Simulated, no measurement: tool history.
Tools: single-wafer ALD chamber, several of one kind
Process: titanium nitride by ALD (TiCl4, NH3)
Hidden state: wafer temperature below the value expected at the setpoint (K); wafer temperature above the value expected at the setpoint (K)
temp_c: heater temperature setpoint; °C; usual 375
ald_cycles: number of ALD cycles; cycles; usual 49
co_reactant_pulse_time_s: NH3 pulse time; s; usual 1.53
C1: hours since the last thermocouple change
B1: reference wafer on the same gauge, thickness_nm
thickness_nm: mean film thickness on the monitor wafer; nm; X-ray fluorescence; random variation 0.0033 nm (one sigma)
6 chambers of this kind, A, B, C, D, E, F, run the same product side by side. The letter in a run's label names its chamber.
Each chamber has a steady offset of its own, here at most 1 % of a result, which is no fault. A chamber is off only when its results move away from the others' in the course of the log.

Run 1D, day 0.258: usual settings; C1 812.4; B1 1.0791. Result: thickness_nm 1.02590 nm.
Run 2B, day 0.467: usual settings; C1 1730.6; B1 1.0805. Result: thickness_nm 1.03510 nm.
Run 3C, day 0.638: usual settings; C1 2193.2; B1 1.0803. Result: thickness_nm 1.03470 nm.
At day 0.725: chamber C: thermocouple changed; heater temperature recalibrated.
Run 4E, day 0.867: usual settings; C1 550.9; B1 1.0802. Result: thickness_nm 1.03840 nm.
Run 5A, day 1.088: usual settings; C1 485.5; B1 1.0797. Result: thickness_nm 1.03950 nm.
Run 6F, day 1.233: usual settings; C1 2086.6; B1 1.0804. Result: thickness_nm 1.03740 nm.
Run 7B, day 1.462: usual settings; C1 1754.5; B1 1.0810. Result: thickness_nm 1.03610 nm.
Run 8D, day 1.617: usual settings; C1 845.0; B1 1.0796. Result: thickness_nm 1.02760 nm.
Run 9E, day 1.838: usual settings but temp_c 369 °C, co_reactant_pulse_time_s 1.33 s; C1 574.2; B1 1.0798. Result: thickness_nm 1.01440 nm.
At day 2.025: chamber F: thermocouple changed; heater temperature recalibrated.
Run 10F, day 2.033: usual settings but temp_c 369 °C, co_reactant_pulse_time_s 1.33 s; C1 0.2; B1 1.0795. Result: thickness_nm 1.00740 nm.
Run 11A, day 2.296: usual settings but temp_c 369 °C, co_reactant_pulse_time_s 1.33 s; C1 514.5; B1 1.0806. Result: thickness_nm 1.01100 nm.
Run 12C, day 2.542: usual settings but temp_c 369 °C, co_reactant_pulse_time_s 1.33 s; C1 43.6; B1 1.0799. Result: thickness_nm 1.00450 nm.
Run 13E, day 2.829: usual settings but temp_c 369 °C, co_reactant_pulse_time_s 1.33 s; C1 598.0; B1 1.0796. Result: thickness_nm 1.01480 nm.
Run 14A, day 3.117: usual settings but temp_c 369 °C, co_reactant_pulse_time_s 1.33 s; C1 534.2; B1 1.0798. Result: thickness_nm 1.01200 nm.
Run 15B, day 3.396: usual settings but temp_c 370 °C, ald_cycles 56 cycles; C1 1800.9; B1 1.0801. Result: thickness_nm 1.17090 nm.
Run 16C, day 3.546: usual settings but temp_c 370 °C, ald_cycles 56 cycles; C1 67.7; B1 1.0804. Result: thickness_nm 1.16540 nm.
Run 17F, day 3.688: usual settings but temp_c 370 °C, ald_cycles 56 cycles; C1 39.9; B1 1.0798. Result: thickness_nm 1.17690 nm.
Run 18D, day 3.904: usual settings but temp_c 370 °C, ald_cycles 56 cycles; C1 899.9; B1 1.0800. Result: thickness_nm 1.16330 nm.
Run 19F, day 4.112: usual settings but temp_c 370 °C, ald_cycles 56 cycles; C1 50.1; B1 1.0798. Result: thickness_nm 1.17180 nm.
Run 20A, day 4.283: usual settings but temp_c 370 °C, ald_cycles 56 cycles; C1 562.2; B1 1.0803. Result: thickness_nm 1.17140 nm.
Run 21D, day 4.467: usual settings; C1 913.4; B1 1.0796. Result: thickness_nm 1.03120 nm.
Run 22B, day 4.675: usual settings; C1 1831.6; B1 1.0807. Result: thickness_nm 1.03690 nm.
Run 23C, day 4.908: usual settings; C1 100.4; B1 1.0796. Result: thickness_nm 1.03500 nm.
Run 24E, day 5.142: usual settings but temp_c 380 °C, ald_cycles 46 cycles; C1 653.5; B1 1.0800. Result: thickness_nm 0.98346 nm.
Run 25D, day 5.396: usual settings but temp_c 380 °C, ald_cycles 46 cycles; C1 935.7; B1 1.0806. Result: thickness_nm 0.97344 nm.
Run 26B, day 5.671: usual settings but temp_c 380 °C, ald_cycles 46 cycles; C1 1855.5; B1 1.0798. Result: thickness_nm 0.98036 nm.
Run 27A, day 5.967: usual settings but temp_c 380 °C, ald_cycles 46 cycles; C1 602.6; B1 1.0796. Result: thickness_nm 0.97858 nm.
Run 28E, day 6.104: usual settings but temp_c 380 °C, ald_cycles 46 cycles; C1 676.6; B1 1.0785. Result: thickness_nm 0.98697 nm.
Run 29C, day 6.321: usual settings but temp_c 380 °C, ald_cycles 46 cycles; C1 134.3; B1 1.0799. Result: thickness_nm 0.97596 nm.
Run 30F, day 6.554: usual settings; C1 108.7; B1 1.0810. Result: thickness_nm 1.03900 nm.
Run 31D, day 6.683: usual settings; C1 966.6; B1 1.0794. Result: thickness_nm 1.03620 nm.
Run 32E, day 6.842: usual settings; C1 694.3; B1 1.0787. Result: thickness_nm 1.04620 nm.
Run 33C, day 7.125: usual settings; C1 153.6; B1 1.0800. Result: thickness_nm 1.04390 nm.
Run 34F, day 7.279: usual settings; C1 126.1; B1 1.0804. Result: thickness_nm 1.03660 nm.
Run 35B, day 7.496: usual settings; C1 1899.3; B1 1.0799. Result: thickness_nm 1.03730 nm.
Run 36A, day 7.662: usual settings; C1 643.3; B1 1.0807. Result: thickness_nm 1.03680 nm.
Run 37A, day 7.808: usual settings; C1 646.8; B1 1.0801. Result: thickness_nm 1.03620 nm.

Is one chamber off against the others, does the gauge drift, or is nothing wrong? If a chamber is off, say which, and what the likeliest cause is.

No chamber stands off beyond its own small offset, and the gauge holds steady.
